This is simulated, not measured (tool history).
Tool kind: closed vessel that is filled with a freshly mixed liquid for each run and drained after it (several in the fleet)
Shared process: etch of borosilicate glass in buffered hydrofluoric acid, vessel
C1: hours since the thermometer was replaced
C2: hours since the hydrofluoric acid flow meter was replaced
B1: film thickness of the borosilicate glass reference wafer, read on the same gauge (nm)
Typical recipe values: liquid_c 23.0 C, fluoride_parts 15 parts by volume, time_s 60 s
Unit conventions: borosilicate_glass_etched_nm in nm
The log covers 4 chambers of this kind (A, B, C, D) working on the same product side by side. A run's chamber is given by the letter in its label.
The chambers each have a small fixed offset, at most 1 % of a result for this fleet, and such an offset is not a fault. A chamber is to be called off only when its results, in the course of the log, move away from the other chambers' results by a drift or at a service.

{"run": "1A", "hour": 13.1, "liquid_c": 23.0, "fluoride_parts": 15, "time_s": 60, "C1": 148.6, "C2": 187.8, "B1": 110.0, "borosilicate_glass_etched_nm": 47.592}
{"run": "2C", "hour": 24.5, "liquid_c": 23.0, "fluoride_parts": 15, "time_s": 60, "C1": 1691.2, "C2": 1245.6, "B1": 109.99, "borosilicate_glass_etched_nm": 47.466}
{"run": "3B", "hour": 34.4, "liquid_c": 23.0, "fluoride_parts": 15, "time_s": 60, "C1": 39.4, "C2": 483.9, "B1": 110.0, "borosilicate_glass_etched_nm": 47.884}
{"run": "4D", "hour": 47.0, "liquid_c": 23.0, "fluoride_parts": 15, "time_s": 60, "C1": 171.4, "C2": 189.5, "B1": 110.01, "borosilicate_glass_etched_nm": 47.921}
{"run": "5C", "hour": 55.1, "liquid_c": 23.0, "fluoride_parts": 15, "time_s": 60, "C1": 1721.8, "C2": 1276.2, "B1": 109.96, "borosilicate_glass_etched_nm": 47.484}
{"run": "6D", "hour": 67.1, "liquid_c": 23.0, "fluoride_parts": 12, "time_s": 60, "C1": 191.5, "C2": 209.6, "B1": 110.02, "borosilicate_glass_etched_nm": 60.156}
{"run": "7A", "hour": 80.3, "liquid_c": 23.0, "fluoride_parts": 12, "time_s": 60, "C1": 215.8, "C2": 255.0, "B1": 109.98, "borosilicate_glass_etched_nm": 60.054}
{"run": "8B", "hour": 93.2, "liquid_c": 23.0, "fluoride_parts": 12, "time_s": 60, "C1": 98.2, "C2": 542.7, "B1": 110.03, "borosilicate_glass_etched_nm": 59.5}
{"run": "9C", "hour": 99.9, "liquid_c": 23.0, "fluoride_parts": 12, "time_s": 60, "C1": 1766.6, "C2": 1321.0, "B1": 109.97, "borosilicate_glass_etched_nm": 58.977}
{"run": "10B", "hour": 109.7, "liquid_c": 23.0, "fluoride_parts": 15, "time_s": 60, "C1": 114.7, "C2": 559.2, "B1": 110.03, "borosilicate_glass_etched_nm": 48.506}
{"run": "11A", "hour": 122.5, "liquid_c": 23.0, "fluoride_parts": 15, "time_s": 60, "C1": 258.0, "C2": 297.2, "B1": 109.99, "borosilicate_glass_etched_nm": 47.555}
{"run": "12D", "hour": 134.3, "liquid_c": 23.0, "fluoride_parts": 15, "time_s": 60, "C1": 258.7, "C2": 276.8, "B1": 110.02, "borosilicate_glass_etched_nm": 48.197}
{"run": "13A", "hour": 141.0, "liquid_c": 23.0, "fluoride_parts": 15, "time_s": 60, "C1": 276.5, "C2": 315.7, "B1": 110.0, "borosilicate_glass_etched_nm": 47.077}
{"run": "14D", "hour": 149.8, "liquid_c": 23.0, "fluoride_parts": 15, "time_s": 60, "C1": 274.2, "C2": 292.3, "B1": 110.0, "borosilicate_glass_etched_nm": 48.555}
{"run": "15C", "hour": 157.5, "liquid_c": 23.0, "fluoride_parts": 15, "time_s": 60, "C1": 1824.2, "C2": 1378.6, "B1": 110.04, "borosilicate_glass_etched_nm": 47.572}
{"run": "16B", "hour": 166.5, "liquid_c": 23.0, "fluoride_parts": 15, "time_s": 60, "C1": 171.5, "C2": 616.0, "B1": 110.02, "borosilicate_glass_etched_nm": 47.803}
{"run": "17B", "hour": 173.7, "liquid_c": 21.5, "fluoride_parts": 15, "time_s": 60, "C1": 178.7, "C2": 623.2, "B1": 110.01, "borosilicate_glass_etched_nm": 44.5}
{"run": "18A", "hour": 185.9, "liquid_c": 21.5, "fluoride_parts": 15, "time_s": 60, "C1": 321.4, "C2": 360.6, "B1": 109.99, "borosilicate_glass_etched_nm": 43.501}
{"run": "19D", "hour": 192.7, "liquid_c": 21.5, "fluoride_parts": 15, "time_s": 60, "C1": 317.1, "C2": 335.2, "B1": 110.01, "borosilicate_glass_etched_nm": 45.353}
{"run": "20C", "hour": 203.1, "liquid_c": 21.5, "fluoride_parts": 15, "time_s": 60, "C1": 1869.8, "C2": 1424.2, "B1": 110.0, "borosilicate_glass_etched_nm": 43.513}
{"run": "21C", "hour": 213.5, "liquid_c": 23.0, "fluoride_parts": 15, "time_s": 60, "C1": 1880.2, "C2": 1434.6, "B1": 109.98, "borosilicate_glass_etched_nm": 47.908}
{"run": "22A", "hour": 224.4, "liquid_c": 23.0, "fluoride_parts": 15, "time_s": 60, "C1": 359.9, "C2": 399.1, "B1": 110.02, "borosilicate_glass_etched_nm": 47.171}
{"run": "23B", "hour": 234.4, "liquid_c": 23.0, "fluoride_parts": 15, "time_s": 60, "C1": 239.4, "C2": 683.9, "B1": 110.02, "borosilicate_glass_etched_nm": 47.813}
{"run": "24D", "hour": 245.1, "liquid_c": 23.0, "fluoride_parts": 15, "time_s": 60, "C1": 369.5, "C2": 387.6, "B1": 110.0, "borosilicate_glass_etched_nm": 49.206}
{"run": "25A", "hour": 252.5, "liquid_c": 23.0, "fluoride_parts": 15, "time_s": 60, "C1": 388.0, "C2": 427.2, "B1": 110.02, "borosilicate_glass_etched_nm": 47.238}
{"hour": 252.7, "done": "chamber A: hydrofluoric acid flow meter replaced"}
{"run": "26D", "hour": 259.3, "liquid_c": 23.0, "fluoride_parts": 15, "time_s": 60, "C1": 383.7, "C2": 401.8, "B1": 110.0, "borosilicate_glass_etched_nm": 49.539}
{"run": "27C", "hour": 271.3, "liquid_c": 23.0, "fluoride_parts": 15, "time_s": 60, "C1": 1938.0, "C2": 1492.4, "B1": 110.02, "borosilicate_glass_etched_nm": 47.428}
{"run": "28B", "hour": 279.3, "liquid_c": 23.0, "fluoride_parts": 15, "time_s": 30, "C1": 284.3, "C2": 728.8, "B1": 110.01, "borosilicate_glass_etched_nm": 24.038}
{"run": "29D", "hour": 291.7, "liquid_c": 23.0, "fluoride_parts": 15, "time_s": 30, "C1": 416.1, "C2": 434.2, "B1": 110.02, "borosilicate_glass_etched_nm": 24.922}
{"run": "30A", "hour": 301.0, "liquid_c": 23.0, "fluoride_parts": 15, "time_s": 30, "C1": 436.5, "C2": 48.4, "B1": 110.01, "borosilicate_glass_etched_nm": 23.597}
{"run": "31C", "hour": 308.6, "liquid_c": 23.0, "fluoride_parts": 15, "time_s": 30, "C1": 1975.3, "C2": 1529.7, "B1": 110.01, "borosilicate_glass_etched_nm": 23.471}

Decide between three cases: one chamber stands off from its peers, the gauge reading all wafers drifts, or nothing is wrong past each chamber's small offset. Where a chamber is off, say which and what most likely put it there.

It is chamber D that slowly wanders off from its peers.
Likeliest cause: hydrofluoric acid flow above the setpoint (%) = 4.85.
With only this log, it may be confused with: liquid hotter than its thermometer reads (K).

Here are 4 candidates for chamber D's next run, each the usual settings with a change, their results left as question marks. Which one brings its results back in line with what the others give on the usual settings?
In line here means within this much of the mean the other chambers give on the usual settings: borosilicate_glass_etched_nm 0.850 nm
{"run": "32D-1", "hour": 318.4, "liquid_c": 22.0, "fluoride_parts": 15.0, "time_s": 60, "borosilicate_glass_etched_nm": "?"}
{"run": "32D-2", "hour": 318.4, "liquid_c": 23.5, "fluoride_parts": 14.5, "time_s": 60, "borosilicate_glass_etched_nm": "?"}
{"run": "32D-3", "hour": 318.4, "liquid_c": 23.0, "fluoride_parts": 13.5, "time_s": 60, "borosilicate_glass_etched_nm": "?"}
{"run": "32D-4", "hour": 318.4, "liquid_c": 21.0, "fluoride_parts": 15.0, "time_s": 60, "borosilicate_glass_etched_nm": "?"}

Mean of the other chambers on the usual settings: borosilicate_glass_etched_nm 47.641 nm
run=32D-1 borosilicate_glass_etched_nm=47.707
run=32D-2 borosilicate_glass_etched_nm=53.469
run=32D-3 borosilicate_glass_etched_nm=55.928
run=32D-4 borosilicate_glass_etched_nm=45.205
Change 32D-1 lands the chamber within the allowed miss of the other chambers.
